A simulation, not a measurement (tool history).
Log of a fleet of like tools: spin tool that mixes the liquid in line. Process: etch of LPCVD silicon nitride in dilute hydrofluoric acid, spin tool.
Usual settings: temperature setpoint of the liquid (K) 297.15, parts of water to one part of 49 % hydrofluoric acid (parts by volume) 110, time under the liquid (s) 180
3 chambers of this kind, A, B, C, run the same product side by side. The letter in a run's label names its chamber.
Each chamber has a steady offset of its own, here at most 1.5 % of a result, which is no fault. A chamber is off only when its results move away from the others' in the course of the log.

run,hour,temperature setpoint of the liquid (K),parts of water to one part of 49 % hydrofluoric acid (parts by volume),time under the liquid (s),"read-back film thickness of the LPCVD silicon nitride reference wafer, read on the same gauge (nm)",thickness taken off the LPCVD silicon nitride on a monitor wafer (nm)
1A,4.1,297.15,110,180,110.02,0.8327
2B,8.2,297.15,110,180,109.99,0.85197
3C,12.9,297.15,110,180,110,0.86103
4A,18,297.15,110,180,110.02,0.85041
5B,20.9,297.15,110,180,110,0.87186
6C,25.5,297.15,110,180,110,0.86495
7A,30.7,297.15,110,180,110,0.90093
8B,37,297.15,110,180,110,0.84726
9C,40,297.15,110,180,110,0.83832
10A,46.3,297.15,110,180,110,0.83229
# hour 48.5: chamber C: thermometer replaced
11B,49.8,297.15,110,75,110.01,0.35269
12C,54.8,297.15,110,75,110,0.33966
13A,61.1,297.15,110,75,110.01,0.35222
14C,67.8,297.15,110,180,110,0.8547
15B,71.6,297.15,110,180,110,0.86074
16B,76.3,297.15,110,180,110.01,0.81797
17A,81.8,297.15,110,180,109.99,0.8248
18C,87.3,297.15,110,180,110,0.88726
19B,91,297.15,110,180,110,0.83326
20A,96.8,297.15,110,180,110,0.82445
21C,100.8,297.15,110,180,110.02,0.84296
# hour 102.3: chamber C: hydrofluoric acid flow meter replaced
22A,107,297.15,155,180,109.99,0.61719
23C,110.7,297.15,155,180,109.98,0.63233
24B,113.8,297.15,155,180,109.99,0.60125
25C,118.7,292.15,110,140,110.02,0.46197
26B,123.4,292.15,110,140,110,0.46506
27A,128.9,292.15,110,140,110,0.48257
28C,131.8,297.15,110,180,110,0.84524
29B,136.6,297.15,85,180,110.01,1.0294
30A,140.7,297.15,85,180,110,1.0762
31A,147,297.15,85,180,109.99,1.0904
32B,151.8,297.15,110,180,110.01,0.84439
33C,155.5,297.15,110,180,110.01,0.83094
34B,160,297.15,110,180,109.99,0.80667
35A,166.6,297.15,110,180,110.02,0.82477
36C,172.7,297.15,110,180,110,0.83709
37C,178.9,297.15,65,85,110,0.66505

What goes on in this fleet: one chamber off, a drifting gauge, or nothing beyond the chambers' own small offsets? Name the chamber and the cause, if any.

No chamber stands off beyond its own small offset, and the gauge holds steady.
